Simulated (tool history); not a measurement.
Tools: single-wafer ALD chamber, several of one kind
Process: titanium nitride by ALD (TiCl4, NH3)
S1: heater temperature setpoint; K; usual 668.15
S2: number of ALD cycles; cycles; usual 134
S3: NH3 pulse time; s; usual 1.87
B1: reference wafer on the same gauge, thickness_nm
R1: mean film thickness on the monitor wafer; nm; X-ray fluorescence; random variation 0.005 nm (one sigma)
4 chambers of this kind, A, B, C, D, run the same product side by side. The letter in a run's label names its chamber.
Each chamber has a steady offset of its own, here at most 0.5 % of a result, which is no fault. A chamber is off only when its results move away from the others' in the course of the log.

run 1D day=0.133 | S1=668.15 S2=134 S3=1.87 | B1=2.3996 | R1=2.9371
run 2C day=0.400 | S1=668.15 S2=134 S3=1.87 | B1=2.3986 | R1=2.9296
run 3A day=0.654 | S1=668.15 S2=134 S3=1.87 | B1=2.3979 | R1=2.9409
run 4B day=0.833 | S1=668.15 S2=134 S3=1.87 | B1=2.3974 | R1=2.9363
run 5B day=1.096 | S1=668.15 S2=134 S3=1.87 | B1=2.3967 | R1=2.9381
run 6A day=1.329 | S1=668.15 S2=134 S3=1.87 | B1=2.3955 | R1=2.9313
run 7C day=1.554 | S1=668.15 S2=134 S3=1.87 | B1=2.3950 | R1=2.9358
run 8D day=1.688 | S1=668.15 S2=134 S3=1.87 | B1=2.3948 | R1=2.9200
run 9C day=1.946 | S1=668.15 S2=134 S3=1.87 | B1=2.3958 | R1=2.9326
run 10B day=2.171 | S1=668.15 S2=134 S3=1.29 | B1=2.3934 | R1=2.8736
run 11D day=2.383 | S1=668.15 S2=134 S3=1.29 | B1=2.3925 | R1=2.8692
run 12A day=2.658 | S1=668.15 S2=134 S3=1.29 | B1=2.3926 | R1=2.8794
run 13D day=2.788 | S1=668.15 S2=134 S3=1.29 | B1=2.3924 | R1=2.8644
run 14B day=3.075 | S1=668.15 S2=134 S3=1.87 | B1=2.3913 | R1=2.9343
-- day=3.308 chamber A: thermocouple changed; heater temperature recalibrated
run 15C day=3.362 | S1=668.15 S2=134 S3=1.87 | B1=2.3900 | R1=2.9242
run 16A day=3.550 | S1=668.15 S2=134 S3=1.87 | B1=2.3891 | R1=2.9253
run 17D day=3.808 | S1=668.15 S2=134 S3=1.87 | B1=2.3893 | R1=2.9096
run 18C day=4.079 | S1=668.15 S2=134 S3=1.87 | B1=2.3887 | R1=2.9235
run 19B day=4.271 | S1=668.15 S2=134 S3=1.87 | B1=2.3878 | R1=2.9254
run 20A day=4.467 | S1=668.15 S2=134 S3=1.87 | B1=2.3867 | R1=2.9219
run 21D day=4.671 | S1=668.15 S2=134 S3=1.87 | B1=2.3876 | R1=2.9161
run 22B day=4.808 | S1=683.15 S2=134 S3=1.87 | B1=2.3861 | R1=2.9502
run 23C day=5.079 | S1=683.15 S2=134 S3=1.87 | B1=2.3856 | R1=2.9438
run 24A day=5.304 | S1=683.15 S2=134 S3=1.87 | B1=2.3851 | R1=2.9513
run 25B day=5.454 | S1=683.15 S2=134 S3=1.87 | B1=2.3836 | R1=2.9386
run 26C day=5.679 | S1=668.15 S2=134 S3=1.87 | B1=2.3844 | R1=2.9110

Is one chamber off against the others, does the gauge drift, or is nothing wrong? If a chamber is off, say which, and what the likeliest cause is.

The gauge drifts, so all chambers seem to drift together. No chamber is off.
Cause: gauge reads low (%) = 0.7.

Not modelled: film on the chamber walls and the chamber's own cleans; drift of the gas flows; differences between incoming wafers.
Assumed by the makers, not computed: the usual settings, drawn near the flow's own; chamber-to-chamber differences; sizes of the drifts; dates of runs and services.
